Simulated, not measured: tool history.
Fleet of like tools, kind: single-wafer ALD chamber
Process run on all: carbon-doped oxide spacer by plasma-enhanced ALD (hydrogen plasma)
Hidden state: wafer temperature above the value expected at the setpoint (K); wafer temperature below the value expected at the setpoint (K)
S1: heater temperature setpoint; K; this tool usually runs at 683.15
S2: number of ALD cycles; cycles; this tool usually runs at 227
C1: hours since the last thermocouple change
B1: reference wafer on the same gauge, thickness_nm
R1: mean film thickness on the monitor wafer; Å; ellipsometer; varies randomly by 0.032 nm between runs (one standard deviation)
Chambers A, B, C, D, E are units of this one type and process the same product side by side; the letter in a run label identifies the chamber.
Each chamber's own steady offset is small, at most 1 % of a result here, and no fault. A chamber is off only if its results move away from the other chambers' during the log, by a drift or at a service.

{"run": "1A", "hour": 13.2, "S1": 683.15, "S2": 227, "C1": 915.3, "B1": 10.102, "R1": 108.93}
{"run": "2D", "hour": 22.6, "S1": 683.15, "S2": 227, "C1": 892.2, "B1": 10.099, "R1": 109.83}
{"run": "3C", "hour": 32.7, "S1": 683.15, "S2": 227, "C1": 1852.5, "B1": 10.097, "R1": 110.03}
{"run": "4E", "hour": 44.7, "S1": 683.15, "S2": 227, "C1": 851.2, "B1": 10.099, "R1": 109.8}
{"run": "5B", "hour": 59.1, "S1": 683.15, "S2": 227, "C1": 1509, "B1": 10.097, "R1": 110.04}
{"run": "6D", "hour": 71.6, "S1": 688.15, "S2": 269, "C1": 941.2, "B1": 10.101, "R1": 127.98}
{"run": "7B", "hour": 82.3, "S1": 688.15, "S2": 269, "C1": 1532.2, "B1": 10.101, "R1": 128.49}
{"run": "8E", "hour": 94.7, "S1": 688.15, "S2": 269, "C1": 901.2, "B1": 10.102, "R1": 128.56}
{"run": "9C", "hour": 106.7, "S1": 688.15, "S2": 269, "C1": 1926.5, "B1": 10.097, "R1": 129.08}
{"run": "10A", "hour": 121.6, "S1": 688.15, "S2": 269, "C1": 1023.7, "B1": 10.101, "R1": 127.6}
{"run": "11E", "hour": 130.2, "S1": 683.15, "S2": 227, "C1": 936.7, "B1": 10.105, "R1": 110.45}
{"run": "12A", "hour": 137.2, "S1": 683.15, "S2": 227, "C1": 1039.3, "B1": 10.105, "R1": 109.38}
{"run": "13C", "hour": 144.7, "S1": 692.15, "S2": 227, "C1": 1964.5, "B1": 10.099, "R1": 106.73}
{"run": "14B", "hour": 157.6, "S1": 692.15, "S2": 227, "C1": 1607.5, "B1": 10.106, "R1": 106.43}
{"hour": 160.0, "done": "chamber B: thermocouple changed; heater temperature recalibrated"}
{"run": "15D", "hour": 168.1, "S1": 692.15, "S2": 227, "C1": 1037.7, "B1": 10.105, "R1": 106.84}
{"run": "16A", "hour": 177.0, "S1": 692.15, "S2": 227, "C1": 1079.1, "B1": 10.101, "R1": 105.93}
{"run": "17C", "hour": 187.5, "S1": 692.15, "S2": 227, "C1": 2007.3, "B1": 10.103, "R1": 106.44}
{"run": "18B", "hour": 199.9, "S1": 683.15, "S2": 227, "C1": 39.9, "B1": 10.092, "R1": 108.29}
{"run": "19E", "hour": 212.0, "S1": 683.15, "S2": 227, "C1": 1018.5, "B1": 10.108, "R1": 110}
{"run": "20D", "hour": 220.0, "S1": 693.15, "S2": 227, "C1": 1089.6, "B1": 10.097, "R1": 106.33}
{"run": "21A", "hour": 227.9, "S1": 693.15, "S2": 227, "C1": 1130, "B1": 10.101, "R1": 106.45}
{"run": "22D", "hour": 240.5, "S1": 693.15, "S2": 227, "C1": 1110.1, "B1": 10.098, "R1": 106.63}
{"run": "23B", "hour": 255.4, "S1": 693.15, "S2": 227, "C1": 95.4, "B1": 10.097, "R1": 104.31}
{"run": "24E", "hour": 263.8, "S1": 693.15, "S2": 227, "C1": 1070.3, "B1": 10.099, "R1": 106.18}
{"run": "25C", "hour": 272.5, "S1": 683.15, "S2": 227, "C1": 2092.3, "B1": 10.099, "R1": 110.25}
{"run": "26C", "hour": 285.3, "S1": 683.15, "S2": 227, "C1": 2105.1, "B1": 10.1, "R1": 110.24}
{"run": "27B", "hour": 295.4, "S1": 683.15, "S2": 227, "C1": 135.4, "B1": 10.103, "R1": 108.24}
{"run": "28A", "hour": 305.7, "S1": 683.15, "S2": 227, "C1": 1207.8, "B1": 10.106, "R1": 108.59}
{"run": "29D", "hour": 312.9, "S1": 683.15, "S2": 227, "C1": 1182.5, "B1": 10.103, "R1": 109.66}
{"run": "30E", "hour": 322.6, "S1": 683.15, "S2": 227, "C1": 1129.1, "B1": 10.098, "R1": 110.48}

The same settings go to every chamber for the next run, one line per chamber below. Forecast the results for each:
{"run": "31A", "hour": 333.4, "S1": 697.15, "S2": 227, "R1": "?"}
{"run": "31B", "hour": 333.4, "S1": 697.15, "S2": 227, "R1": "?"}
{"run": "31C", "hour": 333.4, "S1": 697.15, "S2": 227, "R1": "?"}
{"run": "31D", "hour": 333.4, "S1": 697.15, "S2": 227, "R1": "?"}
{"run": "31E", "hour": 333.4, "S1": 697.15, "S2": 227, "R1": "?"}

run=31A R1=104.73
run=31B R1=102.97
run=31C R1=105.03
run=31D R1=104.98
run=31E R1=106.02
